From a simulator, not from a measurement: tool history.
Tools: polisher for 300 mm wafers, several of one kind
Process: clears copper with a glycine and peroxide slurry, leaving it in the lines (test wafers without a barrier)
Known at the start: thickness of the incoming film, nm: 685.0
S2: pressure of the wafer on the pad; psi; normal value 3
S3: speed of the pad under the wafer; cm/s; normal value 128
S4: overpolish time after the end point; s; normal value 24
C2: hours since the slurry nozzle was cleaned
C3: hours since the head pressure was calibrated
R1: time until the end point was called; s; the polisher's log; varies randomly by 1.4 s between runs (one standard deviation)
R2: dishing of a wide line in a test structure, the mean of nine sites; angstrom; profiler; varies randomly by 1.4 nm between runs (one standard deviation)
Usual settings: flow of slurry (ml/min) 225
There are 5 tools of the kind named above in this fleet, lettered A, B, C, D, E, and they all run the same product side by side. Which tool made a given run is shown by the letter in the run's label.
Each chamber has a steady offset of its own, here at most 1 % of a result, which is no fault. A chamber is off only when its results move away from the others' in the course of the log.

Run 1B, hour 10.8: usual settings; wafers polished on this pad 684; C2 248; C3 695.5. Result: R1 81.982 s, R2 662.09 angstrom.
Run 2D, hour 20.9: usual settings; wafers polished on this pad 464; C2 309.2; C3 735.8. Result: R1 81.761 s, R2 669 angstrom.
Run 3A, hour 35: usual settings; wafers polished on this pad 731; C2 501.8; C3 602.4. Result: R1 85.222 s, R2 631.94 angstrom.
At hour 35.3: chamber A: head pressure recalibrated.
At hour 41: chamber B: worn pad replaced by a new one.
Run 4C, hour 47: usual settings; wafers polished on this pad 668; C2 69.6; C3 392.7. Result: R1 82.008 s, R2 661.91 angstrom.
Run 5E, hour 56.5: usual settings; wafers polished on this pad 713; C2 316; C3 286.1. Result: R1 82.144 s, R2 652.77 angstrom.
At hour 61.2: chamber A: worn pad replaced by a new one.
Run 6D, hour 63.4: usual settings; wafers polished on this pad 770; C2 351.7; C3 778.3. Result: R1 79.516 s, R2 652.47 angstrom.
At hour 67.9: chamber C: worn pad replaced by a new one.
Run 7B, hour 71.1: usual settings but flow of slurry (ml/min) 270, S2 2.5 psi; wafers polished on this pad 216; C2 308.3; C3 755.8. Result: R1 94.331 s, R2 634.18 angstrom.
At hour 76: chamber E: worn pad replaced by a new one.
Run 8A, hour 80.3: usual settings but flow of slurry (ml/min) 270, S2 2.5 psi; wafers polished on this pad 137; C2 547.1; C3 45.1. Result: R1 93.421 s, R2 627.6 angstrom.
Run 9E, hour 90.9: usual settings but flow of slurry (ml/min) 270, S2 2.5 psi; wafers polished on this pad 107; C2 350.4; C3 320.5. Result: R1 95.576 s, R2 611.73 angstrom.
Run 10C, hour 100.2: usual settings but flow of slurry (ml/min) 270, S2 2.5 psi; wafers polished on this pad 233; C2 122.8; C3 445.9. Result: R1 93.015 s, R2 613.08 angstrom.
Run 11B, hour 113.3: usual settings but flow of slurry (ml/min) 270, S2 2.5 psi; wafers polished on this pad 520; C2 350.5; C3 798. Result: R1 95.437 s, R2 648.65 angstrom.
Run 12C, hour 126.3: usual settings; wafers polished on this pad 421; C2 148.9; C3 472. Result: R1 81.476 s, R2 668.66 angstrom.
Run 13D, hour 134: usual settings; wafers polished on this pad 1278; C2 422.3; C3 848.9. Result: R1 80.052 s, R2 674.51 angstrom.
Run 14E, hour 145.7: usual settings; wafers polished on this pad 502; C2 405.2; C3 375.3. Result: R1 81.775 s, R2 673.01 angstrom.
Run 15A, hour 160.7: usual settings; wafers polished on this pad 716; C2 627.5; C3 125.5. Result: R1 82.323 s, R2 655.25 angstrom.
Run 16B, hour 169.1: usual settings; wafers polished on this pad 922; C2 406.3; C3 853.8. Result: R1 81.694 s, R2 648.29 angstrom.
At hour 169.4: chamber C: worn pad replaced by a new one.
At hour 175.6: chamber D: slurry nozzle cleaned.
Run 17E, hour 182.8: usual settings; wafers polished on this pad 769; C2 442.3; C3 412.4. Result: R1 79.848 s, R2 647.7 angstrom.
At hour 182.9: chamber B: worn pad replaced by a new one.
At hour 189: chamber A: worn pad replaced by a new one.
Run 18D, hour 197.6: usual settings; wafers polished on this pad 1736; C2 22.1; C3 912.5. Result: R1 83.731 s, R2 655.91 angstrom.
Run 19A, hour 212.3: usual settings but S2 3.5 psi; wafers polished on this pad 167; C2 679.1; C3 177.1. Result: R1 70.263 s, R2 700.69 angstrom.
At hour 220.4: chamber E: worn pad replaced by a new one.
Run 20C, hour 222: usual settings but S2 3.5 psi; wafers polished on this pad 379; C2 244.6; C3 567.7. Result: R1 70.841 s, R2 682.42 angstrom.
Run 21A, hour 230.8: usual settings but S2 3.5 psi; wafers polished on this pad 301; C2 697.6; C3 195.6. Result: R1 72.581 s, R2 679.59 angstrom.
At hour 232.3: chamber A: slurry nozzle cleaned.
Run 22B, hour 244.6: usual settings but S2 3.5 psi; wafers polished on this pad 444; C2 481.8; C3 929.3. Result: R1 70.896 s, R2 700.33 angstrom.
Run 23D, hour 258.4: usual settings but S2 3.5 psi; wafers polished on this pad 2174; C2 82.9; C3 973.3. Result: R1 72.996 s, R2 695.8 angstrom.
At hour 263.9: chamber C: worn pad replaced by a new one.
Run 24E, hour 269.4: usual settings; wafers polished on this pad 353; C2 528.9; C3 499. Result: R1 80.919 s, R2 657.56 angstrom.
At hour 281.8: chamber E: slurry nozzle cleaned.
Run 25C, hour 284.4: usual settings; wafers polished on this pad 148; C2 307; C3 630.1. Result: R1 80.659 s, R2 658.56 angstrom.
At hour 292.6: chamber C: slurry nozzle cleaned.
Run 26C, hour 294.5: usual settings but S2 2.3 psi, S3 98 cm/s; wafers polished on this pad 220; C2 1.9; C3 640.2. Result: R1 126.38 s, R2 555.33 angstrom.
At hour 302.2: chamber A: worn pad replaced by a new one.
Run 27B, hour 304.2: usual settings but S2 2.3 psi, S3 98 cm/s; wafers polished on this pad 873; C2 541.4; C3 988.9. Result: R1 128.3 s, R2 577.51 angstrom.
Run 28A, hour 312.5: usual settings but S2 2.3 psi, S3 98 cm/s; wafers polished on this pad 74; C2 80.2; C3 277.3. Result: R1 128.81 s, R2 552.76 angstrom.
At hour 321.4: chamber B: slurry nozzle cleaned.
Run 29E, hour 323.1: usual settings but S2 2.3 psi, S3 98 cm/s; wafers polished on this pad 740; C2 41.4; C3 552.7. Result: R1 130.79 s, R2 555.84 angstrom.
Run 30D, hour 329.8: usual settings but S2 2.3 psi, S3 98 cm/s; wafers polished on this pad 2688; C2 154.3; C3 1044.7. Result: R1 130.7 s, R2 560.46 angstrom.
At hour 331.6: chamber B: worn pad replaced by a new one.
Run 31B, hour 339.8: usual settings; wafers polished on this pad 59; C2 18.4; C3 1024.5. Result: R1 82.897 s, R2 693.37 angstrom.
At hour 345.8: chamber E: worn pad replaced by a new one.
Run 32D, hour 354.2: usual settings; wafers polished on this pad 2864; C2 178.7; C3 1069.1. Result: R1 84.067 s, R2 661.02 angstrom.
Run 33A, hour 367.2: usual settings; wafers polished on this pad 467; C2 134.9; C3 332. Result: R1 83.967 s, R2 625.89 angstrom.
At hour 375.9: chamber C: worn pad replaced by a new one.
Run 34E, hour 383: usual settings; wafers polished on this pad 267; C2 101.3; C3 612.6. Result: R1 80.741 s, R2 637.92 angstrom.
Run 35C, hour 393.7: usual settings but S2 2.5 psi; wafers polished on this pad 128; C2 101.1; C3 739.4. Result: R1 95.413 s, R2 629.79 angstrom.
Run 36B, hour 405.9: usual settings but S2 2.5 psi; wafers polished on this pad 535; C2 84.5; C3 1090.6. Result: R1 96.471 s, R2 636.66 angstrom.
At hour 410.7: chamber A: worn pad replaced by a new one.
Run 37C, hour 413.6: usual settings but S2 2.5 psi; wafers polished on this pad 271; C2 121; C3 759.3. Result: R1 94.849 s, R2 639.61 angstrom.
Run 38A, hour 428.5: usual settings but S2 2.5 psi; wafers polished on this pad 128; C2 196.2; C3 393.3. Result: R1 93.97 s, R2 594.45 angstrom.
Run 39D, hour 442.1: usual settings but S2 2.5 psi; wafers polished on this pad 3496; C2 266.6; C3 1157. Result: R1 101.53 s, R2 609.56 angstrom.
Run 40E, hour 454.6: usual settings; wafers polished on this pad 783; C2 172.9; C3 684.2. Result: R1 79.761 s, R2 658.31 angstrom.
At hour 461.8: chamber B: worn pad replaced by a new one.
Run 41C, hour 462.7: usual settings; wafers polished on this pad 625; C2 170.1; C3 808.4. Result: R1 80.132 s, R2 654.69 angstrom.
Run 42D, hour 469.9: usual settings; wafers polished on this pad 3696; C2 294.4; C3 1184.8. Result: R1 88.93 s, R2 639.18 angstrom.
Run 43A, hour 483.8: usual settings; wafers polished on this pad 526; C2 251.5; C3 448.6. Result: R1 82.813 s, R2 644.89 angstrom.
Run 44B, hour 495.4: usual settings; wafers polished on this pad 242; C2 174; C3 1180.1. Result: R1 80.967 s, R2 645.81 angstrom.

Next, every chamber runs the same settings. What will each give?
Run 45A, hour 506.6: usual settings. Result: R1 ?, R2 ?.
Run 45B, hour 506.6: usual settings. Result: R1 ?, R2 ?.
Run 45C, hour 506.6: usual settings. Result: R1 ?, R2 ?.
Run 45D, hour 506.6: usual settings. Result: R1 ?, R2 ?.
Run 45E, hour 506.6: usual settings. Result: R1 ?, R2 ?.

run      R1      R2
45A  83.619  649.73
45B  82.452  674.09
45C  81.646  668.15
45D   89.61  625.08
45E  79.748  660.02
